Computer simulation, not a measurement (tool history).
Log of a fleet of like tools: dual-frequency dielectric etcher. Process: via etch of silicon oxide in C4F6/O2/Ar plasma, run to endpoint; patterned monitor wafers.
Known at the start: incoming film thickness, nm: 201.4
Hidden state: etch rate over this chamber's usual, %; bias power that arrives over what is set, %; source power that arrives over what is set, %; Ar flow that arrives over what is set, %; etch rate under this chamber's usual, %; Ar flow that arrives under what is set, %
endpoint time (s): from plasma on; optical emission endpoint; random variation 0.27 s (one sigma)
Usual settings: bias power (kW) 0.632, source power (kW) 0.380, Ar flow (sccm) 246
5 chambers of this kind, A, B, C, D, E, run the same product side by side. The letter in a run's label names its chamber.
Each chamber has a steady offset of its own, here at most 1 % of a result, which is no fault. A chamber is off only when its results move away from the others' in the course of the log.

run	hour	bias power (kW)	source power (kW)	Ar flow (sccm)	hours since the last wet clean	hours since the last bias power generator calibration	hours since the last source power generator calibration	hours since the last Ar flow controller change	endpoint time (s)
1D	6.4	0.632	0.380	246	217.5	522.0	3151.3	3123.8	40.128
# hour 8.4: chamber C: wet clean of the chamber
2A	13.6	0.632	0.380	246	365.4	3724.3	1150.1	4799.0	40.795
3C	22.5	0.632	0.380	246	14.1	1296.6	3496.4	4158.5	40.539
4B	27.6	0.632	0.380	246	236.7	1717.0	1715.3	4089.7	40.167
5E	35.3	0.632	0.380	246	255.6	935.9	1428.6	1220.7	40.560
6A	43.3	0.632	0.380	246	395.1	3754.0	1179.8	4828.7	40.775
7B	52.2	0.632	0.380	246	261.3	1741.6	1739.9	4114.3	40.309
8D	59.1	0.632	0.380	246	270.2	574.7	3204.0	3176.5	41.014
9C	67.7	0.632	0.380	246	59.3	1341.8	3541.6	4203.7	40.361
10E	76.3	0.632	0.380	246	296.6	976.9	1469.6	1261.7	40.206
11E	83.3	0.632	0.380	246	303.6	983.9	1476.6	1268.7	40.186
12D	90.0	0.632	0.380	246	301.1	605.6	3234.9	3207.4	40.360
13A	98.9	0.632	0.420	216	450.7	3809.6	1235.4	4884.3	38.964
14C	105.9	0.632	0.420	216	97.5	1380.0	3579.8	4241.9	38.300
15B	110.8	0.632	0.420	216	319.9	1800.2	1798.5	4172.9	38.507
16E	118.1	0.632	0.420	216	338.4	1018.7	1511.4	1303.5	38.079
# hour 124.6: chamber B: wet clean of the chamber
17B	126.5	0.632	0.420	216	2.0	1815.9	1814.2	4188.6	37.814
18C	135.6	0.632	0.380	246	127.2	1409.7	3609.5	4271.6	40.498
19A	144.1	0.632	0.380	246	495.9	3854.8	1280.6	4929.5	40.524
20D	149.7	0.632	0.280	246	360.8	665.3	3294.6	3267.1	45.206
21B	155.7	0.632	0.280	246	31.2	1845.1	1843.4	4217.8	45.223
# hour 155.8: chamber D: wet clean of the chamber
22D	163.1	0.632	0.280	246	7.3	678.7	3308.0	3280.5	44.709
23C	172.6	0.632	0.280	246	164.2	1446.7	3646.5	4308.6	45.712
# hour 174.2: chamber B: bias power generator calibrated
24A	181.1	0.632	0.280	246	532.9	3891.8	1317.6	4966.5	45.505
# hour 184.7: chamber A: Ar flow controller replaced
25E	186.5	0.632	0.380	246	406.8	1087.1	1579.8	1371.9	40.531
26D	195.5	0.632	0.380	246	39.7	711.1	3340.4	3312.9	40.277
# hour 197.6: chamber E: wet clean of the chamber
27E	199.8	0.632	0.380	246	2.2	1100.4	1593.1	1385.2	39.716
# hour 204.2: chamber A: wet clean of the chamber
28A	206.4	0.632	0.380	246	2.3	3917.1	1342.9	21.8	41.166
29B	211.6	0.632	0.380	246	87.1	37.5	1899.3	4273.7	39.774
30C	220.9	0.632	0.380	246	212.5	1495.0	3694.8	4356.9	40.837
31A	227.3	0.632	0.380	246	23.2	3938.0	1363.8	42.7	40.951

What goes on in this fleet: one chamber off, a drifting gauge, or nothing beyond the chambers' own small offsets? Name the chamber and the cause, if any.

No chamber stands off beyond its own small offset, and the gauge holds steady.
